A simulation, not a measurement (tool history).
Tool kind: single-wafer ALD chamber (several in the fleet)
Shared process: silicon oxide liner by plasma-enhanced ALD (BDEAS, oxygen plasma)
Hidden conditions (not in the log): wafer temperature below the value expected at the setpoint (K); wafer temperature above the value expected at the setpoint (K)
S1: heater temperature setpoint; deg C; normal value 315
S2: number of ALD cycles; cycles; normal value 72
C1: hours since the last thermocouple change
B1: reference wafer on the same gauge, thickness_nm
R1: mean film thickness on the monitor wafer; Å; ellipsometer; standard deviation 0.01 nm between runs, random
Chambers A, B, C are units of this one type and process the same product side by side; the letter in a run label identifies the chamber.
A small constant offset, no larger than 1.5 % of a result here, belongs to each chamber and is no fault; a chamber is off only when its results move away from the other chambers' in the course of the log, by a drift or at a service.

run   hour   S1  S2      C1      B1      R1
 1B   13.9  315  72   390.5   5.816  64.807
 2C   21.5  315  72  1776.2  5.8165  64.956
 3A     32  315  72   473.8  5.8178  65.442
 4A   39.8  315  72   481.6  5.8161  65.509
 5C     54  315  72  1808.7  5.8117  64.904
 6B   62.4  315  72     439  5.8114  64.721
 7C   70.8  315  72  1825.5  5.8119  64.744
 8B   77.7  315  72   454.3  5.8128  64.867
 9A     89  326  72   530.8  5.8107  64.496
10B   95.6  326  72   472.2  5.8098  63.805
11C  103.1  326  72  1857.8  5.8075  63.752
12A  113.3  315  72   555.1  5.8075  65.596
13A  127.3  315  85   569.1  5.8055  77.104
14B  134.5  315  85   511.1  5.8057  76.359
15C  144.1  315  85  1898.8  5.8051  76.621
16A  152.7  325  78   594.5  5.8022  69.909
17B  167.3  325  78   543.9  5.8001  68.938
18C  181.4  325  78  1936.1  5.7971  69.161
19C    193  315  72  1947.7  5.7976  64.769
20B    206  315  72   582.6   5.797  64.614
21A  218.3  315  72   660.1  5.7936  65.172
22A  225.4  315  72   667.2  5.7933   65.35
23C  234.1  315  72  1988.8  5.7915  64.586
24B  247.8  315  59   624.4  5.7912   52.83
25C  259.7  315  59  2014.4  5.7894  53.089
26A  272.5  315  59   714.3  5.7896  53.553
27B  283.2  315  72   659.8  5.7856   64.49
28C  293.3  315  72    2048  5.7866  64.489
29B  305.8  315  72   682.4  5.7847  64.419

Does one chamber stand apart from the rest, does the shared gauge drift, or is all well apart from small per-chamber offsets? Give the chamber and the most likely cause, where there is one.

None of the chambers is off. What moves is the gauge, dragging all their readings along together.
Cause: gauge reads low (%) = 0.64.
